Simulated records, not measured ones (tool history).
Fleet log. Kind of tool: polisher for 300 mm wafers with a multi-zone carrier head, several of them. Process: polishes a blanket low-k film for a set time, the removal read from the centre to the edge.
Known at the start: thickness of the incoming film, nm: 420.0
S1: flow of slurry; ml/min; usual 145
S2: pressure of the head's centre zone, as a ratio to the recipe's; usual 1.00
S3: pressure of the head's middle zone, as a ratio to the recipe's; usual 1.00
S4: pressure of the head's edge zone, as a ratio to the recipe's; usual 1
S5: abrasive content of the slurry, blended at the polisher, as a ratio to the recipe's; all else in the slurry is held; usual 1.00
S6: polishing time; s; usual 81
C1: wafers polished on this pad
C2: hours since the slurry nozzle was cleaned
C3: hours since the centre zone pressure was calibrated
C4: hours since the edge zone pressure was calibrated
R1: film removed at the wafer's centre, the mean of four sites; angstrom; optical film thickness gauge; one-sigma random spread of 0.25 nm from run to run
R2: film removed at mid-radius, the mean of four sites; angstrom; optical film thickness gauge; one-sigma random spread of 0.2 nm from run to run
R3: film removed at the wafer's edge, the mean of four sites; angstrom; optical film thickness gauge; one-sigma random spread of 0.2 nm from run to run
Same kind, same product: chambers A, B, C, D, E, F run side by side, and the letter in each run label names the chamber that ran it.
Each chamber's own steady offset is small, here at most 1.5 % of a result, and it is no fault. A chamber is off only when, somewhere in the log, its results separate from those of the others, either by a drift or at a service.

run	hour	S1	S2	S3	S4	S5	S6	C1	C2	C3	C4	R1	R2	R3
# hour 4.7: chamber B: worn pad replaced by a new one
1B	8.9	145	1.00	1.00	1	1.00	81	31	285.5	241.5	803.5	315.43	315.50	316.83
2A	20.4	145	1.00	1.00	1	1.00	81	154	78.4	394.4	82.2	308.88	314.36	313.28
# hour 25.3: chamber C: worn pad replaced by a new one
3D	34.4	145	1.00	1.00	1	1.00	81	608	69.3	797.3	1123.0	311.90	312.90	311.59
4C	44.9	145	1.00	1.00	1	1.00	81	146	344.4	90.9	230.1	315.32	313.36	312.34
5E	55.3	145	1.00	1.00	1	1.00	81	504	847.7	207.8	243.7	319.49	311.43	308.01
# hour 59.5: chamber A: centre zone pressure recalibrated
# hour 62.3: chamber E: slurry nozzle cleaned
# hour 65.2: chamber E: worn pad replaced by a new one
6F	67.9	115	1.00	1.00	1	1.00	81	913	217.3	91.4	621.1	295.80	298.24	300.98
7E	77.3	115	1.00	1.00	1	1.00	81	90	15.1	229.8	265.7	295.58	292.80	302.45
# hour 83.1: chamber F: worn pad replaced by a new one
8D	85.0	115	1.00	1.00	1	1.00	81	985	119.9	847.9	1173.6	300.63	294.47	298.48
9F	98.0	115	1.00	1.00	1	1.00	81	111	247.4	121.5	651.2	297.37	297.35	303.65
# hour 104.6: chamber D: worn pad replaced by a new one
10A	108.8	115	1.00	1.00	1	1.00	81	811	166.8	49.4	170.6	291.15	295.53	299.16
11C	116.8	115	1.00	1.00	1	1.00	81	680	416.3	162.8	302.0	293.60	297.81	302.63
# hour 118.1: chamber A: worn pad replaced by a new one
12B	127.3	145	1.00	1.00	1	1.00	81	911	403.9	359.9	921.9	319.88	312.82	316.12
# hour 134.5: chamber C: worn pad replaced by a new one
13B	141.5	145	0.90	0.91	1	1.00	81	1017	418.1	374.1	936.1	285.39	291.44	316.11
# hour 143.9: chamber E: edge zone pressure recalibrated
# hour 147.1: chamber E: worn pad replaced by a new one
14C	149.2	145	0.90	0.91	1	1.00	81	109	448.7	195.2	334.4	279.99	285.10	309.37
15E	157.8	145	0.90	0.91	1	1.00	81	79	95.6	310.3	14.0	283.31	286.15	317.27
# hour 161.3: chamber B: centre zone pressure recalibrated
# hour 167.1: chamber D: edge zone pressure recalibrated
16D	171.6	145	0.90	0.91	1	1.00	81	498	206.5	934.5	4.5	282.08	283.21	309.91
17F	180.4	145	0.90	0.91	1	1.00	81	723	329.8	203.9	733.6	282.05	289.80	318.41
# hour 187.0: chamber D: slurry nozzle cleaned
18A	194.4	145	0.90	0.91	1	1.00	81	567	252.4	135.0	256.2	262.79	281.03	308.98
# hour 201.3: chamber B: worn pad replaced by a new one
19F	208.8	145	1.00	1.00	1	1.00	81	935	358.2	232.3	762.0	312.26	315.69	313.50
20A	217.0	145	1.00	1.00	1	1.15	81	735	275.0	157.6	278.8	318.91	322.54	326.78
21C	223.5	145	1.00	1.00	1	1.15	81	662	523.0	269.5	408.7	333.99	331.31	331.20
# hour 229.5: chamber A: worn pad replaced by a new one
22D	237.3	145	1.00	1.00	1	1.15	81	987	50.4	1000.2	70.2	332.93	331.29	326.91
# hour 238.2: chamber E: worn pad replaced by a new one
# hour 247.8: chamber F: worn pad replaced by a new one
23E	251.0	145	1.00	1.00	1	1.15	81	95	188.8	403.5	107.2	340.02	328.57	330.39
# hour 255.6: chamber D: worn pad replaced by a new one
24B	258.4	145	1.00	1.00	1	1.15	81	424	535.0	97.1	1053.0	336.50	333.53	335.64
# hour 258.6: chamber D: centre zone pressure recalibrated
# hour 263.4: chamber C: worn pad replaced by a new one
25A	265.0	145	1.00	1.00	1	1.15	81	264	323.0	205.6	326.8	316.25	318.98	322.14
26C	276.7	145	1.00	1.00	1	1.00	81	99	576.2	322.7	461.9	316.26	312.81	311.71
# hour 279.5: chamber C: edge zone pressure recalibrated
27E	283.6	145	1.00	1.00	1	1.00	81	337	221.4	436.1	139.8	315.71	304.89	315.72
28F	295.6	145	1.00	1.00	1	1.00	81	355	445.0	319.1	848.8	314.80	313.97	315.56
29D	302.3	145	1.00	1.00	1	1.00	81	347	115.4	43.8	135.2	316.87	316.43	309.94
30B	312.5	145	1.11	1.00	1	1.00	81	827	589.1	151.2	1107.1	351.43	315.81	315.00
31C	323.6	145	1.11	1.00	1	1.00	81	447	623.1	369.6	44.2	354.40	315.78	311.31
# hour 330.0: chamber E: worn pad replaced by a new one
# hour 330.6: chamber A: worn pad replaced by a new one
32F	332.6	145	1.11	1.00	1	1.00	81	630	482.0	356.1	885.8	355.20	310.21	314.03
33B	344.8	145	1.11	1.00	1	1.00	81	1067	621.4	183.5	1139.4	354.00	313.02	317.19
34E	352.1	145	1.11	1.00	1	1.00	81	164	289.9	504.6	208.3	353.46	310.67	315.03
35A	364.5	145	1.11	1.00	1	1.00	81	252	422.5	305.1	426.3	320.70	288.73	300.14
36D	378.5	145	1.00	1.00	1	1.00	81	914	191.6	120.0	211.4	314.80	314.71	311.05

For the next run the whole fleet of 6 chambers uses the same settings. Give each chamber's results:
37A	389.2	145	1.00	1.00	1	1.00	81					?	?	?
37B	389.2	145	1.00	1.00	1	1.00	81					?	?	?
37C	389.2	145	1.00	1.00	1	1.00	81					?	?	?
37D	389.2	145	1.00	1.00	1	1.00	81					?	?	?
37E	389.2	145	1.00	1.00	1	1.00	81					?	?	?
37F	389.2	145	1.00	1.00	1	1.00	81					?	?	?

run	R1	R2	R3
37A	280.09	288.16	297.01
37B	317.87	312.36	315.95
37C	317.16	314.16	310.70
37D	312.38	312.64	308.80
37E	321.02	312.03	311.93
37F	311.87	312.55	311.59
